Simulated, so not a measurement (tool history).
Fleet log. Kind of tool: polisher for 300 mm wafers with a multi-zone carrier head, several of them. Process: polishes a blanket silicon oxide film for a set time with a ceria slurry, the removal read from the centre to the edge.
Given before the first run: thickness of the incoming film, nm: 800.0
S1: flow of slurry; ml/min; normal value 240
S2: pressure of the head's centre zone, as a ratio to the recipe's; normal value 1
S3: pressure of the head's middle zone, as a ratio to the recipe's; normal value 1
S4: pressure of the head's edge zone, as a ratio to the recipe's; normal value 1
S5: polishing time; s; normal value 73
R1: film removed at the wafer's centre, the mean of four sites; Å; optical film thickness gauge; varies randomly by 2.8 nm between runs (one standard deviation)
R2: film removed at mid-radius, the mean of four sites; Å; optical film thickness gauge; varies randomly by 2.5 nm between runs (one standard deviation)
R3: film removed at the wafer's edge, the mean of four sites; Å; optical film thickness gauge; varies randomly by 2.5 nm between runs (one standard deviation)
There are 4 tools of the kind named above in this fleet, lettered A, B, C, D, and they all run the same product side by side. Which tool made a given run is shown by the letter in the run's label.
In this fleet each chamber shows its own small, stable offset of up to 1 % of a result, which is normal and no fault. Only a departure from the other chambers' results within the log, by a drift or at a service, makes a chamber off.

run   hour   S1  S2    S3  S4  S5      R1      R2      R3
       4.1  -- chamber C: worn pad replaced by a new one
 1A      9  240   1     1   1  73    2443  2380.8  2356.1
 2B   18.1  240   1     1   1  73  2462.3  2386.6  2416.4
 3D   27.1  240   1     1   1  73  2439.1  2444.2  2395.4
 4C   37.5  240   1     1   1  73  2466.7  2407.6  2420.9
 5A   51.7  240   1     1   1  73  2442.3  2399.5  2428.2
      55.9  -- chamber D: worn pad replaced by a new one
 6C     64  240   1     1   1  73  2498.1    2411  2412.1
 7D   70.5  240   1     1   1  73  2432.6  2435.4    2406
      73.8  -- chamber A: worn pad replaced by a new one
 8B     83  240   1     1   1  73  2425.2  2382.3  2413.8
 9A   92.5  240   1     1   1  73  2444.9  2442.7  2379.7
10D  106.9  240   1     1   1  73  2450.6  2439.1  2477.5
11C  120.9  240   1     1   1  73  2453.1    2431  2410.1
12B  128.9  240   1     1   1  73  2353.6  2389.6  2421.2
     138.5  -- chamber D: edge zone pressure recalibrated
13A  143.4  240   1     1   1  73  2421.1  2419.6  2425.9
14B  155.6  240   1     1   1  73  2347.6  2341.7  2339.4
15C  169.9  240   1  1.12   1  73  2471.4  2711.7  2453.8
16D  178.9  240   1  1.12   1  73  2414.3  2721.4  2445.3
     180.1  -- chamber B: edge zone pressure recalibrated
17A  192.3  240   1  1.12   1  73  2470.6  2674.3  2424.9
     193.9  -- chamber A: centre zone pressure recalibrated
       200  -- chamber A: worn pad replaced by a new one
18D  205.8  240   1  1.12   1  73  2450.3  2684.5  2498.5
19C  214.6  240   1     1   1  73    2451  2432.5  2416.7
     220.8  -- chamber C: worn pad replaced by a new one
20B  227.6  240   1     1   1  73  2316.4  2299.7  2309.6
21C  237.8  240   1     1   1  73  2420.8  2399.4  2423.7
22D  250.1  240   1  0.91   1  73  2421.7  2224.3  2473.5
23A  258.2  240   1  0.91   1  73  2441.4    2244  2422.6
24B  265.8  240   1  0.91   1  73  2265.9  2092.8  2262.7
25C  277.6  240   1  0.91   1  73  2463.4  2229.4  2435.1
26A  284.8  265   1   1.1   1  73    2447  2669.6  2425.4
27B  298.1  265   1   1.1   1  73  2265.2  2476.4  2311.5

What goes on in this fleet: one chamber off, a drifting gauge, or nothing beyond the chambers' own small offsets? Name the chamber and the cause, if any.

It is chamber B that slowly wanders off from its peers.
Cause: removal rate lost through wear of the pad, % = 7.61.
The log might look much the same if the cause were instead: slurry flow missing at the pad, %.

Which of the 4 candidates below, each the usual settings with something changed and its results left as question marks, puts chamber B back in line with what the other chambers give on the usual settings?
In line means no further than this from the other chambers' mean on the usual settings: R1 98 Å; R2 89 Å; R3 87 Å
28B-1  308.9  245  1.01   1  1.01  84   ?   ?   ?
28B-2  308.9  240     1   1     1  68   ?   ?   ?
28B-3  308.9  240     1   1     1  78   ?   ?   ?
28B-4  308.9  235  0.99   1  0.99  62   ?   ?   ?

Average result of the remaining chambers running the usual settings: R1 2443 Å; R2 2419.4 Å; R3 2437.7 Å
  run      R1      R2      R3
28B-1  2629.9  2595.5  2599.7
28B-2  2100.2  2096.1  2089.5
28B-3  2409.1  2404.3  2396.7
28B-4  1888.6  1906.3  1891.3
It is 28B-3 that realigns the chamber with its peers.
